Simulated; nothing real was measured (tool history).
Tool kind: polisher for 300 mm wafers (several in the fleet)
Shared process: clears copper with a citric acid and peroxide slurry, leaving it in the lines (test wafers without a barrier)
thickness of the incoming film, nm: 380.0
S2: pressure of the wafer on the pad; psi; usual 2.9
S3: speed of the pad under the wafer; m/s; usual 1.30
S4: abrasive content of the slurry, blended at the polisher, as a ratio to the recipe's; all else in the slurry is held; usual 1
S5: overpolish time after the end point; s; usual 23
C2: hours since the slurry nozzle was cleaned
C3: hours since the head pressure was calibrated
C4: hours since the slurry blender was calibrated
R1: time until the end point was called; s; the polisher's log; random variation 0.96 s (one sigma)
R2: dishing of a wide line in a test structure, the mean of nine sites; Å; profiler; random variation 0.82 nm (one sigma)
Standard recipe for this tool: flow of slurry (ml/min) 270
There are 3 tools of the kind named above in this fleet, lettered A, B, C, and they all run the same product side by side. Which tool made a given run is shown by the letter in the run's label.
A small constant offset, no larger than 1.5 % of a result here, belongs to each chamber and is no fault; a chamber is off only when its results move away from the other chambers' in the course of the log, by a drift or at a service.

{"run": "1B", "hour": 8.9, "flow of slurry (ml/min)": 270, "S2": 2.9, "S3": 1.3, "S4": 1, "S5": 23, "wafers polished on this pad": 179, "C2": 93.9, "C3": 105.6, "C4": 51.9, "R1": 116.98, "R2": 454.43}
{"run": "2C", "hour": 14.8, "flow of slurry (ml/min)": 270, "S2": 2.9, "S3": 1.3, "S4": 1, "S5": 23, "wafers polished on this pad": 579, "C2": 387.8, "C3": 824.1, "C4": 285.5, "R1": 119.56, "R2": 462.94}
{"run": "3A", "hour": 24.7, "flow of slurry (ml/min)": 270, "S2": 2.9, "S3": 1.3, "S4": 1, "S5": 23, "wafers polished on this pad": 318, "C2": 76.6, "C3": 159.9, "C4": 526.7, "R1": 119.51, "R2": 469.19}
{"hour": 35.1, "done": "chamber A: slurry blender recalibrated"}
{"run": "4B", "hour": 37.2, "flow of slurry (ml/min)": 270, "S2": 2.9, "S3": 1.3, "S4": 1, "S5": 23, "wafers polished on this pad": 378, "C2": 122.2, "C3": 133.9, "C4": 80.2, "R1": 118.78, "R2": 463.13}
{"hour": 44.8, "done": "chamber C: worn pad replaced by a new one"}
{"run": "5C", "hour": 48.6, "flow of slurry (ml/min)": 270, "S2": 2.9, "S3": 1.06, "S4": 1, "S5": 23, "wafers polished on this pad": 27, "C2": 421.6, "C3": 857.9, "C4": 319.3, "R1": 144.05, "R2": 393.15}
{"hour": 51.1, "done": "chamber C: slurry nozzle cleaned"}
{"run": "6A", "hour": 61.0, "flow of slurry (ml/min)": 270, "S2": 2.9, "S3": 1.06, "S4": 1, "S5": 23, "wafers polished on this pad": 574, "C2": 112.9, "C3": 196.2, "C4": 26.0, "R1": 143.6, "R2": 399.33}
{"run": "7B", "hour": 72.1, "flow of slurry (ml/min)": 270, "S2": 2.9, "S3": 1.06, "S4": 1, "S5": 23, "wafers polished on this pad": 624, "C2": 157.1, "C3": 168.8, "C4": 115.1, "R1": 144.0, "R2": 391.45}
{"hour": 81.4, "done": "chamber C: slurry blender recalibrated"}
{"run": "8C", "hour": 82.2, "flow of slurry (ml/min)": 270, "S2": 2.9, "S3": 1.3, "S4": 1, "S5": 23, "wafers polished on this pad": 264, "C2": 31.2, "C3": 891.5, "C4": 0.8, "R1": 117.7, "R2": 477.61}
{"run": "9A", "hour": 90.8, "flow of slurry (ml/min)": 270, "S2": 2.9, "S3": 1.3, "S4": 1, "S5": 23, "wafers polished on this pad": 784, "C2": 142.7, "C3": 226.0, "C4": 55.8, "R1": 118.36, "R2": 477.47}
{"hour": 93.4, "done": "chamber A: worn pad replaced by a new one"}
{"run": "10A", "hour": 101.2, "flow of slurry (ml/min)": 270, "S2": 2.9, "S3": 1.3, "S4": 1, "S5": 23, "wafers polished on this pad": 55, "C2": 153.1, "C3": 236.4, "C4": 66.2, "R1": 118.04, "R2": 451.0}
{"run": "11B", "hour": 114.0, "flow of slurry (ml/min)": 270, "S2": 2.9, "S3": 1.3, "S4": 1, "S5": 23, "wafers polished on this pad": 920, "C2": 199.0, "C3": 210.7, "C4": 157.0, "R1": 121.29, "R2": 467.07}
{"run": "12C", "hour": 119.9, "flow of slurry (ml/min)": 270, "S2": 2.9, "S3": 1.3, "S4": 1, "S5": 23, "wafers polished on this pad": 529, "C2": 68.9, "C3": 929.2, "C4": 38.5, "R1": 117.77, "R2": 461.02}
{"run": "13B", "hour": 128.7, "flow of slurry (ml/min)": 270, "S2": 2.9, "S3": 1.3, "S4": 1, "S5": 23, "wafers polished on this pad": 1023, "C2": 213.7, "C3": 225.4, "C4": 171.7, "R1": 119.03, "R2": 457.83}
{"hour": 133.7, "done": "chamber C: worn pad replaced by a new one"}
{"run": "14A", "hour": 134.8, "flow of slurry (ml/min)": 270, "S2": 2.9, "S3": 1.3, "S4": 1, "S5": 23, "wafers polished on this pad": 292, "C2": 186.7, "C3": 270.0, "C4": 99.8, "R1": 118.61, "R2": 467.01}
{"run": "15C", "hour": 144.0, "flow of slurry (ml/min)": 270, "S2": 2.9, "S3": 1.3, "S4": 1, "S5": 23, "wafers polished on this pad": 72, "C2": 93.0, "C3": 953.3, "C4": 62.6, "R1": 118.55, "R2": 462.19}
{"hour": 153.4, "done": "chamber C: head pressure recalibrated"}
{"hour": 155.0, "done": "chamber B: worn pad replaced by a new one"}
{"run": "16A", "hour": 155.8, "flow of slurry (ml/min)": 270, "S2": 2.9, "S3": 1.3, "S4": 1, "S5": 23, "wafers polished on this pad": 440, "C2": 207.7, "C3": 291.0, "C4": 120.8, "R1": 117.27, "R2": 448.06}
{"run": "17B", "hour": 161.7, "flow of slurry (ml/min)": 270, "S2": 2.9, "S3": 1.3, "S4": 1, "S5": 23, "wafers polished on this pad": 47, "C2": 246.7, "C3": 258.4, "C4": 204.7, "R1": 120.89, "R2": 463.5}
{"run": "18C", "hour": 170.1, "flow of slurry (ml/min)": 270, "S2": 2.9, "S3": 1.3, "S4": 1, "S5": 23, "wafers polished on this pad": 256, "C2": 119.1, "C3": 16.8, "C4": 88.7, "R1": 117.37, "R2": 456.81}
{"run": "19C", "hour": 178.3, "flow of slurry (ml/min)": 270, "S2": 2.9, "S3": 1.3, "S4": 1, "S5": 23, "wafers polished on this pad": 314, "C2": 127.3, "C3": 25.0, "C4": 96.9, "R1": 118.15, "R2": 465.99}
{"run": "20B", "hour": 190.5, "flow of slurry (ml/min)": 240, "S2": 3.5, "S3": 1.3, "S4": 1, "S5": 23, "wafers polished on this pad": 250, "C2": 275.5, "C3": 287.2, "C4": 233.5, "R1": 102.49, "R2": 521.08}
{"run": "21A", "hour": 196.6, "flow of slurry (ml/min)": 240, "S2": 3.5, "S3": 1.3, "S4": 1, "S5": 23, "wafers polished on this pad": 727, "C2": 248.5, "C3": 331.8, "C4": 161.6, "R1": 100.45, "R2": 540.46}
{"run": "22C", "hour": 205.4, "flow of slurry (ml/min)": 240, "S2": 3.5, "S3": 1.3, "S4": 1, "S5": 23, "wafers polished on this pad": 505, "C2": 154.4, "C3": 52.1, "C4": 124.0, "R1": 99.519, "R2": 539.38}
{"hour": 209.4, "done": "chamber A: worn pad replaced by a new one"}
{"run": "23A", "hour": 217.0, "flow of slurry (ml/min)": 270, "S2": 2.9, "S3": 1.3, "S4": 1, "S5": 23, "wafers polished on this pad": 53, "C2": 268.9, "C3": 352.2, "C4": 182.0, "R1": 118.33, "R2": 461.2}
{"hour": 227.0, "done": "chamber C: worn pad replaced by a new one"}
{"run": "24B", "hour": 229.9, "flow of slurry (ml/min)": 270, "S2": 2.9, "S3": 1.3, "S4": 1, "S5": 23, "wafers polished on this pad": 528, "C2": 314.9, "C3": 326.6, "C4": 272.9, "R1": 121.23, "R2": 454.28}
{"run": "25C", "hour": 237.4, "flow of slurry (ml/min)": 270, "S2": 2.9, "S3": 1.3, "S4": 1, "S5": 23, "wafers polished on this pad": 73, "C2": 186.4, "C3": 84.1, "C4": 156.0, "R1": 116.96, "R2": 473.17}
{"run": "26A", "hour": 249.4, "flow of slurry (ml/min)": 270, "S2": 2.9, "S3": 1.3, "S4": 1, "S5": 23, "wafers polished on this pad": 282, "C2": 301.3, "C3": 384.6, "C4": 214.4, "R1": 118.83, "R2": 449.67}
{"run": "27B", "hour": 260.3, "flow of slurry (ml/min)": 270, "S2": 2.9, "S3": 1.3, "S4": 1, "S5": 10, "wafers polished on this pad": 742, "C2": 345.3, "C3": 357.0, "C4": 303.3, "R1": 122.63, "R2": 219.13}
{"run": "28A", "hour": 270.2, "flow of slurry (ml/min)": 270, "S2": 2.9, "S3": 1.3, "S4": 1, "S5": 10, "wafers polished on this pad": 428, "C2": 322.1, "C3": 405.4, "C4": 235.2, "R1": 119.44, "R2": 229.58}
{"run": "29C", "hour": 279.8, "flow of slurry (ml/min)": 270, "S2": 2.9, "S3": 1.3, "S4": 1, "S5": 10, "wafers polished on this pad": 372, "C2": 228.8, "C3": 126.5, "C4": 198.4, "R1": 117.07, "R2": 227.63}
{"run": "30B", "hour": 288.9, "flow of slurry (ml/min)": 270, "S2": 2.9, "S3": 1.3, "S4": 1, "S5": 23, "wafers polished on this pad": 944, "C2": 373.9, "C3": 385.6, "C4": 331.9, "R1": 122.21, "R2": 448.81}
{"run": "31C", "hour": 296.2, "flow of slurry (ml/min)": 270, "S2": 2.9, "S3": 1.3, "S4": 1, "S5": 23, "wafers polished on this pad": 488, "C2": 245.2, "C3": 142.9, "C4": 214.8, "R1": 117.68, "R2": 460.97}
{"run": "32B", "hour": 304.3, "flow of slurry (ml/min)": 270, "S2": 2.2, "S3": 1.3, "S4": 1, "S5": 34, "wafers polished on this pad": 1053, "C2": 389.3, "C3": 401.0, "C4": 347.3, "R1": 163.35, "R2": 460.26}
{"hour": 308.9, "done": "chamber A: slurry nozzle cleaned"}
{"run": "33A", "hour": 312.0, "flow of slurry (ml/min)": 270, "S2": 2.2, "S3": 1.3, "S4": 1, "S5": 34, "wafers polished on this pad": 723, "C2": 3.1, "C3": 447.2, "C4": 277.0, "R1": 157.55, "R2": 489.43}
{"hour": 313.1, "done": "chamber A: worn pad replaced by a new one"}
{"run": "34A", "hour": 324.9, "flow of slurry (ml/min)": 270, "S2": 2.2, "S3": 1.3, "S4": 1, "S5": 34, "wafers polished on this pad": 83, "C2": 16.0, "C3": 460.1, "C4": 289.9, "R1": 155.76, "R2": 501.02}
{"hour": 327.7, "done": "chamber C: worn pad replaced by a new one"}
{"run": "35B", "hour": 337.5, "flow of slurry (ml/min)": 270, "S2": 2.9, "S3": 1.3, "S4": 1, "S5": 23, "wafers polished on this pad": 1287, "C2": 422.5, "C3": 434.2, "C4": 380.5, "R1": 126.1, "R2": 445.84}
{"run": "36C", "hour": 349.4, "flow of slurry (ml/min)": 270, "S2": 2.9, "S3": 1.3, "S4": 1, "S5": 23, "wafers polished on this pad": 153, "C2": 298.4, "C3": 196.1, "C4": 268.0, "R1": 117.66, "R2": 451.2}
{"run": "37B", "hour": 362.5, "flow of slurry (ml/min)": 270, "S2": 2.9, "S3": 1.3, "S4": 1, "S5": 23, "wafers polished on this pad": 1463, "C2": 447.5, "C3": 459.2, "C4": 405.5, "R1": 124.79, "R2": 451.31}
{"run": "38A", "hour": 368.7, "flow of slurry (ml/min)": 270, "S2": 2.9, "S3": 1.3, "S4": 1, "S5": 23, "wafers polished on this pad": 392, "C2": 59.8, "C3": 503.9, "C4": 333.7, "R1": 120.73, "R2": 470.1}
{"hour": 375.4, "done": "chamber B: worn pad replaced by a new one"}
{"run": "39C", "hour": 375.9, "flow of slurry (ml/min)": 270, "S2": 2.9, "S3": 1.3, "S4": 1, "S5": 23, "wafers polished on this pad": 340, "C2": 324.9, "C3": 222.6, "C4": 294.5, "R1": 116.87, "R2": 452.65}
{"hour": 385.2, "done": "chamber C: slurry blender recalibrated"}
{"run": "40A", "hour": 388.8, "flow of slurry (ml/min)": 270, "S2": 2.9, "S3": 1.3, "S4": 1, "S5": 23, "wafers polished on this pad": 534, "C2": 79.9, "C3": 524.0, "C4": 353.8, "R1": 119.92, "R2": 467.29}
{"hour": 396.8, "done": "chamber B: slurry nozzle cleaned"}
{"run": "41C", "hour": 401.8, "flow of slurry (ml/min)": 270, "S2": 2.9, "S3": 1.3, "S4": 1, "S5": 23, "wafers polished on this pad": 522, "C2": 350.8, "C3": 248.5, "C4": 16.6, "R1": 118.99, "R2": 460.06}
{"run": "42B", "hour": 407.8, "flow of slurry (ml/min)": 270, "S2": 2.9, "S3": 1.3, "S4": 1, "S5": 23, "wafers polished on this pad": 228, "C2": 11.0, "C3": 504.5, "C4": 450.8, "R1": 126.65, "R2": 417.8}
{"run": "43C", "hour": 414.2, "flow of slurry (ml/min)": 270, "S2": 2.9, "S3": 1.3, "S4": 1, "S5": 23, "wafers polished on this pad": 610, "C2": 363.2, "C3": 260.9, "C4": 29.0, "R1": 119.65, "R2": 471.27}

Is one chamber out of step, is the gauge drifting, or do the chambers differ by no more than their own small offsets? For an off chamber, give its letter and the likeliest cause.

Chamber B drifts away from the others.
Likeliest cause: abrasive missing from the slurry, % = 30.3.
The log may not tell that from: head's pressure below its setpoint, %.

Which of the 4 candidates below, each the usual settings with something changed and its results left as question marks, puts chamber B back in line with what the other chambers give on the usual settings?
Counts as in line when no further than this from what the other chambers average on the usual settings: R1 3.400 s; R2 29.00 Å
{"run": "44B-1", "hour": 423.7, "flow of slurry (ml/min)": 270, "S2": 2.9, "S3": 1.32, "S4": 1, "S5": 23, "R1": "?", "R2": "?"}
{"run": "44B-2", "hour": 423.7, "flow of slurry (ml/min)": 270, "S2": 3.0, "S3": 1.34, "S4": 1, "S5": 23, "R1": "?", "R2": "?"}
{"run": "44B-3", "hour": 423.7, "flow of slurry (ml/min)": 270, "S2": 2.8, "S3": 1.26, "S4": 1, "S5": 23, "R1": "?", "R2": "?"}
{"run": "44B-4", "hour": 423.7, "flow of slurry (ml/min)": 270, "S2": 2.9, "S3": 1.28, "S4": 1, "S5": 23, "R1": "?", "R2": "?"}

Usual-settings mean across the other chambers: R1 119.010 s; R2 459.79 Å
run=44B-1 R1=125.010 R2=444.47
run=44B-2 R1=119.070 R2=462.11
run=44B-3 R1=135.570 R2=416.69
run=44B-4 R1=128.890 R2=434.16
Change 44B-2 lands the chamber within the allowed miss of the other chambers.
